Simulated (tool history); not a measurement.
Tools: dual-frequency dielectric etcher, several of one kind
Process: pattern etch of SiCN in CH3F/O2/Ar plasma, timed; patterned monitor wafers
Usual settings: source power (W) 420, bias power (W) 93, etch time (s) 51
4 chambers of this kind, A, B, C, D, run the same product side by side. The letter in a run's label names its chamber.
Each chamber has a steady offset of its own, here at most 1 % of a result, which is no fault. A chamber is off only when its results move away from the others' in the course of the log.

run   hour  source power (W)  bias power (W)  etch time (s)  hours since the last wet clean  hours since the last source power generator calibration  hours since the last bias power generator calibration  read-back reference wafer on the same gauge, depth_nm  mean etch depth across the wafer (angstrom)
 1A   10.3               420              93             51                           230.2                                                    415.8                                                   94.8                                                 17.586                                       216.63
 2D   18.4               420              93             51                            39.7                                                   1334.8                                                 2295.9                                                 17.591                                       215.97
 3B   28.1               420              93             51                            71.0                                                    398.8                                                 3186.6                                                 17.623                                       214.42
 4C   35.1               420              93             51                           333.4                                                   1383.8                                                  319.4                                                 17.612                                       210.89
 5D   42.3               420              93             51                            63.6                                                   1358.7                                                 2319.8                                                 17.596                                       216.06
 6A   53.4               420              93             51                           273.3                                                    458.9                                                  137.9                                                 17.610                                       214.78
 7C   63.2               420              93             51                           361.5                                                   1411.9                                                  347.5                                                 17.585                                       213.12
 8B   75.0               420              93             51                           117.9                                                    445.7                                                 3233.5                                                 17.607                                       214.04
 9B   83.2               420              93             51                           126.1                                                    453.9                                                 3241.7                                                 17.573                                       215.01
10D   89.6               420              93             51                           110.9                                                   1406.0                                                 2367.1                                                 17.602                                       215.04
11C  100.2               420              93             51                           398.5                                                   1448.9                                                  384.5                                                 17.593                                       214.87
12A  109.3               420              93             51                           329.2                                                    514.8                                                  193.8                                                 17.582                                       214.97
13D  115.8               420              93             51                           137.1                                                   1432.2                                                 2393.3                                                 17.645                                       213.88
14C  124.6               420              93             51                           422.9                                                   1473.3                                                  408.9                                                 17.596                                       211.76
15A  132.3               420              93             51                           352.2                                                    537.8                                                  216.8                                                 17.606                                       217.21
16B  143.6               420              93             51                           186.5                                                    514.3                                                 3302.1                                                 17.578                                       213.11
17B  153.1               420              93             51                           196.0                                                    523.8                                                 3311.6                                                 17.634                                       214.62
18C  163.6               420              93             51                           461.9                                                   1512.3                                                  447.9                                                 17.578                                       214.89
     171.2  -- chamber C: wet clean of the chamber
19A  174.3               520              75             51                           394.2                                                    579.8                                                  258.8                                                 17.603                                       212.91
20D  181.7               520              75             51                           203.0                                                   1498.1                                                 2459.2                                                 17.623                                       217.91
21B  188.4               520              75             51                           231.3                                                    559.1                                                 3346.9                                                 17.621                                       215.16
22A  194.7               520              75             51                           414.6                                                    600.2                                                  279.2                                                 17.602                                       213.91
23D  201.7               520              93             51                           223.0                                                   1518.1                                                 2479.2                                                 17.566                                       232.05
24C  212.4               520              93             51                            41.3                                                   1561.1                                                  496.7                                                 17.606                                       231.08
25A  221.9               520              93             51                           441.8                                                    627.4                                                  306.4                                                 17.588                                       230.47
26D  233.7               520              93             51                           255.0                                                   1550.1                                                 2511.2                                                 17.633                                       233.07
27C  241.2               420              93             51                            70.1                                                   1589.9                                                  525.5                                                 17.591                                       211.60
28B  246.7               420              93             51                           289.6                                                    617.4                                                 3405.2                                                 17.607                                       214.01
29A  255.4               420              93             51                           475.3                                                    660.9                                                  339.9                                                 17.632                                       215.77
30B  265.4               420              93             51                           308.3                                                    636.1                                                 3423.9                                                 17.597                                       213.80
31D  275.4               420              93             51                           296.7                                                   1591.8                                                 2552.9                                                 17.603                                       215.29
32C  283.3               420              93             51                           112.2                                                   1632.0                                                  567.6                                                 17.580                                       213.30
33B  292.9               420              73             51                           335.8                                                    663.6                                                 3451.4                                                 17.623                                       195.85
34C  300.9               420              73             51                           129.8                                                   1649.6                                                  585.2                                                 17.597                                       196.55
     304.4  -- chamber D: source power generator calibrated
35A  310.4               420              73             51                           530.3                                                    715.9                                                  394.9                                                 17.615                                       195.01
36D  322.2               420              73             51                           343.5                                                     17.8                                                 2599.7                                                 17.604                                       194.27
37A  327.9               420              93             51                           547.8                                                    733.4                                                  412.4                                                 17.572                                       212.10
38B  335.7               420              93             51                           378.6                                                    706.4                                                 3494.2                                                 17.603                                       215.24

All 4 chambers run these settings next. Forecast each chamber's results:
39A  344.2               420              93             51                                                                                                                                                                                                                                                   ?
39B  344.2               420              93             51                                                                                                                                                                                                                                                   ?
39C  344.2               420              93             51                                                                                                                                                                                                                                                   ?
39D  344.2               420              93             51                                                                                                                                                                                                                                                   ?

run  mean etch depth across the wafer (angstrom)
39A                                       216.07
39B                                       214.56
39C                                       215.60
39D                                       214.85
